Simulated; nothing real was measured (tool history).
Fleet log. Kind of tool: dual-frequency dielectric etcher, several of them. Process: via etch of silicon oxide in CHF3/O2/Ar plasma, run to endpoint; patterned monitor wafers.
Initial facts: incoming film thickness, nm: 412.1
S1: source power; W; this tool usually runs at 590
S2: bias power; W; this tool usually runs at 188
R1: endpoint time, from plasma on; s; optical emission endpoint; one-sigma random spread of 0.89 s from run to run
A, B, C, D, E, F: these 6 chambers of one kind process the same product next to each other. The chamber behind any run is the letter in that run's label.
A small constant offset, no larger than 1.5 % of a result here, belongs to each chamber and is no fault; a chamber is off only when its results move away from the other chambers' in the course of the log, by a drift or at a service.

run   hour   S1   S2      R1
 1C    2.6  590  188  204.77
 2F    5.5  590  188  206.46
 3D    9.8  590  188  206.43
 4A   12.5  590  188  206.63
 5E   17.1  590  188  205.57
 6B   20.3  590  188   206.8
 7B   24.2  590  188  205.11
 8E   27.2  730  188  190.59
 9A   31.7  730  188  190.68
10C   35.8  730  188  188.88
11D   39.3  730  188  192.03
12F   43.7  730  188  188.55
13B   47.6  730  188  191.08
14A   51.2  590  188  205.91
15C   53.7  590  188   203.7
16D   57.8  590  188  207.66
17F     60  590  188   203.8
18E   62.2  590  188  208.17
19B   65.5  590  188  209.37
20D   67.8  440  152   249.2
21A   71.7  440  152  250.79
22C   74.7  440  152   245.6
23E   79.1  440  152   247.8
24F   82.4  440  152  244.68
25B   86.7  440  152  250.46
26A   90.5  590  188  207.99
27F   93.7  590  149  221.49
      95.9  -- chamber E: wet clean of the chamber
28C   96.7  590  149  219.43
29D  100.9  590  149  224.11
30E  103.5  590  149  220.69
31B  107.2  590  149  227.85
32F  110.1  590  149  220.58
33C  113.5  590  188  203.87
34A  117.8  590  188  206.87
35E  121.9  590  188  206.48
36D  124.9  590  188  207.86
37C  129.4  590  188  203.63
38F  133.5  590  188  205.74
39E  136.8  590  188  204.55
40B  140.8  590  188  214.37
41A  143.6  590  188  206.68
42D  146.4  590  188  206.68

One chamber off, gauge drift, or nothing amiss beyond the chambers' own small offsets? If it is a chamber, which one, and what is the likeliest cause?

One chamber, B, drifts off from the rest bit by bit.
Cause: etch rate under this chamber's usual, % = 4.1.

Below are 4 candidate recipes for chamber B's next run, each the usual settings with a change, their results shown as question marks. Which of them brings B's results back in line with what the other chambers give on the usual settings?
Counts as in line when no further than this from what the other chambers average on the usual settings: R1 3.1 s
43B-1  149.7  590  145   ?
43B-2  149.7  670  210   ?
43B-3  149.7  550  178   ?
43B-4  149.7  590  211   ?

Other chambers, usual settings, mean: R1 205.78 s
  run      R1
43B-1     235
43B-2  197.53
43B-3  225.36
43B-4  206.88
43B-4 brings the chamber back in line.
